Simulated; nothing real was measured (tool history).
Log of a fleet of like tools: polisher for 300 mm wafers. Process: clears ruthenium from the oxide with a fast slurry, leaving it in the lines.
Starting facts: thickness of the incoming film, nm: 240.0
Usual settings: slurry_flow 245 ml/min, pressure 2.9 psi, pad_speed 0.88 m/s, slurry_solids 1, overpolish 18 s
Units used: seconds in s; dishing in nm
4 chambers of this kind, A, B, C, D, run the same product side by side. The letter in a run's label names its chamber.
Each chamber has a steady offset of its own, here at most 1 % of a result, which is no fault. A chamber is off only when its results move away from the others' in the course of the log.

run   hour  slurry_flow  pressure  pad_speed  slurry_solids  overpolish  seconds  dishing
       8.8  -- chamber D: slurry blender recalibrated
         9  -- chamber B: worn pad replaced by a new one
      11.5  -- chamber B: head pressure recalibrated
      11.5  -- chamber D: worn pad replaced by a new one
 1C   11.8          245       2.9       0.88              1          18   63.312   41.458
 2B   26.1          245       2.9       0.88              1          18   63.266   40.381
 3A   39.7          245       2.9       0.88              1          18   63.106    41.06
      47.2  -- chamber D: head pressure recalibrated
 4D   54.5          245       2.9       0.88              1          18   64.529   41.364
      56.6  -- chamber C: slurry nozzle cleaned
      59.9  -- chamber A: worn pad replaced by a new one
      61.1  -- chamber B: slurry blender recalibrated
 5C   68.5          195       2.9       0.88              1          13   63.728   32.501
 6D   78.8          195       2.9       0.88              1          13   66.669   31.573
      79.1  -- chamber B: worn pad replaced by a new one
      79.7  -- chamber B: slurry nozzle cleaned
 7A   93.4          195       2.9       0.88              1          13   64.157   33.014
        98  -- chamber C: worn pad replaced by a new one
 8B  108.1          195       2.9       0.88              1          13    64.16   33.386
 9A  119.2          245       2.9       0.88              1          18   65.223   41.025
10B  129.9          245       2.9       0.88              1          18   63.081   38.786
     137.5  -- chamber D: slurry nozzle cleaned
     139.4  -- chamber B: worn pad replaced by a new one
11D  144.7          245       2.9       0.88              1          18   64.041   40.627
     146.9  -- chamber D: worn pad replaced by a new one
12C  157.5          245       2.9       0.88              1          18   62.922   40.258
13C  168.5          245       2.9       0.88              1          18   61.493   40.591
14B  175.3          245       2.9       0.88              1          18   60.645   40.422
15D  190.8          245       2.9       0.88              1          18   62.199   42.088
16A  199.7          245       2.9       0.88              1          18   65.136    41.13
17D  210.2          245       2.9       0.88              1          18   63.792   40.625
     215.5  -- chamber B: worn pad replaced by a new one
     215.7  -- chamber C: worn pad replaced by a new one
     223.8  -- chamber A: worn pad replaced by a new one
18C  223.9          245       2.9       0.88              1          18   63.622   41.849
19B  230.9          245       2.9       0.88              1          18   61.983   41.053
20A  240.9          245       2.9       0.88           0.75          18   74.631   38.032
     244.7  -- chamber C: slurry blender recalibrated
     245.9  -- chamber B: slurry blender recalibrated
21D  253.3          245       2.9       0.88           0.75          18   76.245   37.259
22B  263.1          245       2.9       0.88           0.75          18   72.371   37.854
     269.5  -- chamber A: slurry blender recalibrated
23C  278.3          245       2.9       0.88           0.75          18   73.275   38.739
24A  288.1          245       2.9       0.88              1          18   64.255   42.922
25C  301.1          245       2.9       0.88              1          18   62.234    41.89

Predict what each chamber gives when all 4 of them run the settings below next.
26A  312.1          245       2.9       0.88              1          18        ?        ?
26B  312.1          245       2.9       0.88              1          18        ?        ?
26C  312.1          245       2.9       0.88              1          18        ?        ?
26D  312.1          245       2.9       0.88              1          18        ?        ?

run  seconds  dishing
26A   64.116   40.921
26B   62.698   42.242
26C   62.807   41.959
26D   63.901   40.289

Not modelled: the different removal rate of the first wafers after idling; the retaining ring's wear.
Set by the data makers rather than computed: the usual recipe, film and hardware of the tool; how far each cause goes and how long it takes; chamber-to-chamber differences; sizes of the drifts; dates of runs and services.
